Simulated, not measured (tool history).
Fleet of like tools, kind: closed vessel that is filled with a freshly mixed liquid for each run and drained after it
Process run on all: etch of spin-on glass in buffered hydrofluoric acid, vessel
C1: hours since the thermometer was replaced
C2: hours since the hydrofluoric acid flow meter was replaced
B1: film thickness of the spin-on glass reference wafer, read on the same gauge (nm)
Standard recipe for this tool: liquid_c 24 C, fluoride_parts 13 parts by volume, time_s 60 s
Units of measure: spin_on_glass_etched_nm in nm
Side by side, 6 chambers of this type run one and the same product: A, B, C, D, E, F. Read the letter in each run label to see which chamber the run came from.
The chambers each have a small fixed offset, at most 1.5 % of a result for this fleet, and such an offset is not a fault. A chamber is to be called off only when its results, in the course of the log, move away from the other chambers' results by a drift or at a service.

{"run": "1B", "hour": 6.1, "liquid_c": 24, "fluoride_parts": 13, "time_s": 60, "C1": 956.9, "C2": 866.3, "B1": 40.028, "spin_on_glass_etched_nm": 202.77}
{"run": "2D", "hour": 19.2, "liquid_c": 24, "fluoride_parts": 13, "time_s": 60, "C1": 640.3, "C2": 1155.4, "B1": 40.052, "spin_on_glass_etched_nm": 200.85}
{"run": "3C", "hour": 30.9, "liquid_c": 24, "fluoride_parts": 13, "time_s": 60, "C1": 1470.1, "C2": 993.2, "B1": 39.984, "spin_on_glass_etched_nm": 202.48}
{"run": "4E", "hour": 38.1, "liquid_c": 24, "fluoride_parts": 13, "time_s": 60, "C1": 1694.3, "C2": 570.6, "B1": 40.003, "spin_on_glass_etched_nm": 198.79}
{"run": "5A", "hour": 48.8, "liquid_c": 24, "fluoride_parts": 13, "time_s": 60, "C1": 1254.8, "C2": 1059.9, "B1": 40.011, "spin_on_glass_etched_nm": 201.68}
{"run": "6F", "hour": 57.1, "liquid_c": 24, "fluoride_parts": 13, "time_s": 60, "C1": 281.0, "C2": 399.5, "B1": 40.02, "spin_on_glass_etched_nm": 199.07}
{"run": "7E", "hour": 65.6, "liquid_c": 24, "fluoride_parts": 13, "time_s": 60, "C1": 1721.8, "C2": 598.1, "B1": 40.007, "spin_on_glass_etched_nm": 202.82}
{"hour": 72.0, "done": "chamber C: hydrofluoric acid flow meter replaced"}
{"run": "8A", "hour": 73.5, "liquid_c": 24, "fluoride_parts": 13, "time_s": 60, "C1": 1279.5, "C2": 1084.6, "B1": 40.02, "spin_on_glass_etched_nm": 198.54}
{"run": "9C", "hour": 82.0, "liquid_c": 24, "fluoride_parts": 13, "time_s": 60, "C1": 1521.2, "C2": 10.1, "B1": 39.991, "spin_on_glass_etched_nm": 201.62}
{"run": "10D", "hour": 89.9, "liquid_c": 24, "fluoride_parts": 13, "time_s": 60, "C1": 711.0, "C2": 1226.1, "B1": 40.014, "spin_on_glass_etched_nm": 198.53}
{"run": "11F", "hour": 103.1, "liquid_c": 24, "fluoride_parts": 13, "time_s": 60, "C1": 327.0, "C2": 445.5, "B1": 39.995, "spin_on_glass_etched_nm": 198.07}
{"run": "12B", "hour": 117.2, "liquid_c": 24, "fluoride_parts": 13, "time_s": 60, "C1": 1068.0, "C2": 977.4, "B1": 40.029, "spin_on_glass_etched_nm": 201.89}
{"run": "13E", "hour": 128.9, "liquid_c": 24, "fluoride_parts": 13, "time_s": 60, "C1": 1785.1, "C2": 661.4, "B1": 39.996, "spin_on_glass_etched_nm": 199.87}
{"run": "14A", "hour": 141.4, "liquid_c": 24, "fluoride_parts": 13, "time_s": 60, "C1": 1347.4, "C2": 1152.5, "B1": 40.036, "spin_on_glass_etched_nm": 198.46}
{"run": "15B", "hour": 150.2, "liquid_c": 24, "fluoride_parts": 13, "time_s": 60, "C1": 1101.0, "C2": 1010.4, "B1": 39.977, "spin_on_glass_etched_nm": 201.53}
{"run": "16D", "hour": 164.2, "liquid_c": 24, "fluoride_parts": 10, "time_s": 60, "C1": 785.3, "C2": 1300.4, "B1": 40.0, "spin_on_glass_etched_nm": 257.2}
{"run": "17F", "hour": 174.0, "liquid_c": 24, "fluoride_parts": 10, "time_s": 60, "C1": 397.9, "C2": 516.4, "B1": 39.978, "spin_on_glass_etched_nm": 253.7}
{"hour": 178.7, "done": "chamber A: hydrofluoric acid flow meter replaced"}
{"run": "18C", "hour": 186.9, "liquid_c": 24, "fluoride_parts": 10, "time_s": 60, "C1": 1626.1, "C2": 115.0, "B1": 39.998, "spin_on_glass_etched_nm": 261.63}
{"run": "19F", "hour": 196.9, "liquid_c": 24, "fluoride_parts": 10, "time_s": 60, "C1": 420.8, "C2": 539.3, "B1": 40.058, "spin_on_glass_etched_nm": 257.86}
{"run": "20A", "hour": 205.8, "liquid_c": 24, "fluoride_parts": 10, "time_s": 60, "C1": 1411.8, "C2": 27.2, "B1": 40.047, "spin_on_glass_etched_nm": 255.65}
{"run": "21D", "hour": 212.4, "liquid_c": 24, "fluoride_parts": 10, "time_s": 60, "C1": 833.5, "C2": 1348.6, "B1": 39.996, "spin_on_glass_etched_nm": 257.16}
{"run": "22B", "hour": 219.3, "liquid_c": 24, "fluoride_parts": 13, "time_s": 60, "C1": 1170.1, "C2": 1079.5, "B1": 40.029, "spin_on_glass_etched_nm": 201.45}
{"run": "23C", "hour": 229.2, "liquid_c": 24, "fluoride_parts": 13, "time_s": 60, "C1": 1668.4, "C2": 157.3, "B1": 39.967, "spin_on_glass_etched_nm": 205.03}
{"run": "24E", "hour": 239.9, "liquid_c": 24, "fluoride_parts": 13, "time_s": 60, "C1": 1896.1, "C2": 772.4, "B1": 39.977, "spin_on_glass_etched_nm": 193.21}
{"run": "25F", "hour": 247.6, "liquid_c": 24, "fluoride_parts": 13, "time_s": 60, "C1": 471.5, "C2": 590.0, "B1": 39.964, "spin_on_glass_etched_nm": 198.53}
{"run": "26E", "hour": 260.2, "liquid_c": 24, "fluoride_parts": 13, "time_s": 60, "C1": 1916.4, "C2": 792.7, "B1": 40.001, "spin_on_glass_etched_nm": 194.72}
{"run": "27B", "hour": 268.5, "liquid_c": 24, "fluoride_parts": 13, "time_s": 60, "C1": 1219.3, "C2": 1128.7, "B1": 40.006, "spin_on_glass_etched_nm": 201.97}
{"run": "28C", "hour": 279.4, "liquid_c": 24, "fluoride_parts": 13, "time_s": 60, "C1": 1718.6, "C2": 207.5, "B1": 39.99, "spin_on_glass_etched_nm": 203.91}
{"run": "29A", "hour": 288.3, "liquid_c": 24, "fluoride_parts": 13, "time_s": 30, "C1": 1494.3, "C2": 109.7, "B1": 39.983, "spin_on_glass_etched_nm": 99.845}
{"run": "30D", "hour": 294.4, "liquid_c": 24, "fluoride_parts": 13, "time_s": 30, "C1": 915.5, "C2": 1430.6, "B1": 39.987, "spin_on_glass_etched_nm": 99.282}
{"run": "31C", "hour": 302.8, "liquid_c": 24, "fluoride_parts": 13, "time_s": 30, "C1": 1742.0, "C2": 230.9, "B1": 40.0, "spin_on_glass_etched_nm": 100.31}
{"run": "32F", "hour": 312.0, "liquid_c": 24, "fluoride_parts": 13, "time_s": 30, "C1": 535.9, "C2": 654.4, "B1": 40.011, "spin_on_glass_etched_nm": 99.435}
{"run": "33D", "hour": 323.2, "liquid_c": 24, "fluoride_parts": 13, "time_s": 30, "C1": 944.3, "C2": 1459.4, "B1": 40.004, "spin_on_glass_etched_nm": 99.69}
{"run": "34A", "hour": 329.9, "liquid_c": 24, "fluoride_parts": 13, "time_s": 30, "C1": 1535.9, "C2": 151.3, "B1": 40.037, "spin_on_glass_etched_nm": 99.844}
{"run": "35B", "hour": 338.5, "liquid_c": 28, "fluoride_parts": 13, "time_s": 85, "C1": 1289.3, "C2": 1198.7, "B1": 39.987, "spin_on_glass_etched_nm": 355.47}
{"run": "36E", "hour": 351.1, "liquid_c": 28, "fluoride_parts": 13, "time_s": 85, "C1": 2007.3, "C2": 883.6, "B1": 40.015, "spin_on_glass_etched_nm": 331.92}
{"run": "37D", "hour": 360.6, "liquid_c": 28, "fluoride_parts": 13, "time_s": 85, "C1": 981.7, "C2": 1496.8, "B1": 40.01, "spin_on_glass_etched_nm": 348.57}
{"hour": 369.2, "done": "chamber B: thermometer replaced"}
{"run": "38C", "hour": 369.9, "liquid_c": 28, "fluoride_parts": 13, "time_s": 85, "C1": 1809.1, "C2": 298.0, "B1": 40.001, "spin_on_glass_etched_nm": 351.38}
{"run": "39B", "hour": 381.9, "liquid_c": 28, "fluoride_parts": 13, "time_s": 85, "C1": 12.8, "C2": 1242.1, "B1": 40.012, "spin_on_glass_etched_nm": 356.09}

Which is it: a chamber that has drifted or been left off by a service, a gauge drift common to all chambers, or only each chamber's usual small offset? If a chamber is off, name it and its likeliest cause.

It is chamber E that slowly wanders off from its peers.
Most likely cause: hydrofluoric acid flow below the setpoint (%) = 5.93.
The log might look much the same if the cause were instead: liquid colder than its thermometer reads (K).

Here are 4 candidates for chamber E's next run, each the usual settings with a change, their results left as question marks. Which one brings its results back in line with what the others give on the usual settings?
Maximum distance from the other chambers' mean on the usual settings for a result to count as in line: spin_on_glass_etched_nm 5.300 nm
{"run": "40E-1", "hour": 392.0, "liquid_c": 23.0, "fluoride_parts": 13, "time_s": 60, "spin_on_glass_etched_nm": "?"}
{"run": "40E-2", "hour": 392.0, "liquid_c": 25.0, "fluoride_parts": 13, "time_s": 60, "spin_on_glass_etched_nm": "?"}
{"run": "40E-3", "hour": 392.0, "liquid_c": 23.5, "fluoride_parts": 13, "time_s": 55, "spin_on_glass_etched_nm": "?"}
{"run": "40E-4", "hour": 392.0, "liquid_c": 26.0, "fluoride_parts": 13, "time_s": 60, "spin_on_glass_etched_nm": "?"}

The other chambers' mean on the usual settings: spin_on_glass_etched_nm 200.070 nm
run=40E-1 spin_on_glass_etched_nm=177.890
run=40E-2 spin_on_glass_etched_nm=198.510
run=40E-3 spin_on_glass_etched_nm=167.600
run=40E-4 spin_on_glass_etched_nm=209.530
With 40E-2, the chamber falls back in line with the rest.
